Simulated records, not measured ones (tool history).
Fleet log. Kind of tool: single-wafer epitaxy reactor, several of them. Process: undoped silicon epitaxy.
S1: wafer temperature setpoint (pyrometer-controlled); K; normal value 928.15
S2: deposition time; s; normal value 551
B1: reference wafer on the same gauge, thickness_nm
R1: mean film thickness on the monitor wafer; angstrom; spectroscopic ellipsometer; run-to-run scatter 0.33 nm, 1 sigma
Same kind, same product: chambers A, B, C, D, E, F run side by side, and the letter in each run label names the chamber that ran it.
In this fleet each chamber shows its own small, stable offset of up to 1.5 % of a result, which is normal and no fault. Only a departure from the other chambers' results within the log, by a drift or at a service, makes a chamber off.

run	hour	S1	S2	B1	R1
1E	4.3	928.15	551	105.88	1033.7
2F	9.1	928.15	551	106.01	1029.8
3D	11.7	928.15	551	105.94	1026.9
4B	15.1	928.15	551	106	1034.4
5C	17.4	928.15	551	105.97	1046.1
6A	19.8	928.15	551	105.95	1028.6
7F	24.7	928.15	551	106.04	1030.2
8C	27.5	928.15	551	106.04	1041.9
9A	31.3	928.15	551	105.94	1034
10D	33.8	928.15	551	106.05	1032.1
11B	37.9	928.15	602	105.9	1138.7
12E	40	928.15	602	106.01	1125.2
13F	45	928.15	602	105.97	1122.7
14E	49.6	928.15	602	106.01	1125.5
15D	51.9	928.15	602	106.1	1119
16C	56.4	928.15	602	105.98	1147.7
17B	60.6	928.15	551	106.09	1036.5
18A	64.5	928.15	551	105.99	1029.3
19E	66.7	928.15	551	105.99	1033.7
20C	69.3	919.15	551	106.06	857.95
21B	72.3	919.15	551	106.03	859.8
22F	75.7	919.15	551	106.06	846.47
23D	80.2	919.15	551	105.99	846.93
24A	83.1	919.15	551	105.96	852.39
25B	85.5	919.15	551	105.98	856.55
26F	89.9	923.15	455	105.95	764.83
27E	93.4	923.15	455	106.01	760.79
28C	96.9	923.15	455	106.01	771.22
29D	100.5	923.15	455	106.05	762.67
30A	103.2	923.15	455	106.03	765.17
31A	106.4	923.15	455	105.99	764.45
32C	110.7	928.15	551	105.92	1048
33B	114	928.15	551	106.05	1044.2
34E	118.7	928.15	551	106.08	1029.2
35D	121.2	928.15	551	105.97	1029.8
36F	123.8	928.15	551	105.92	1031.7
37D	126	928.15	551	106.07	1027.3

One chamber off, gauge drift, or nothing amiss beyond the chambers' own small offsets? If it is a chamber, which one, and what is the likeliest cause?

All chambers stay in line apart from their small fixed offsets, and the gauge does not drift.

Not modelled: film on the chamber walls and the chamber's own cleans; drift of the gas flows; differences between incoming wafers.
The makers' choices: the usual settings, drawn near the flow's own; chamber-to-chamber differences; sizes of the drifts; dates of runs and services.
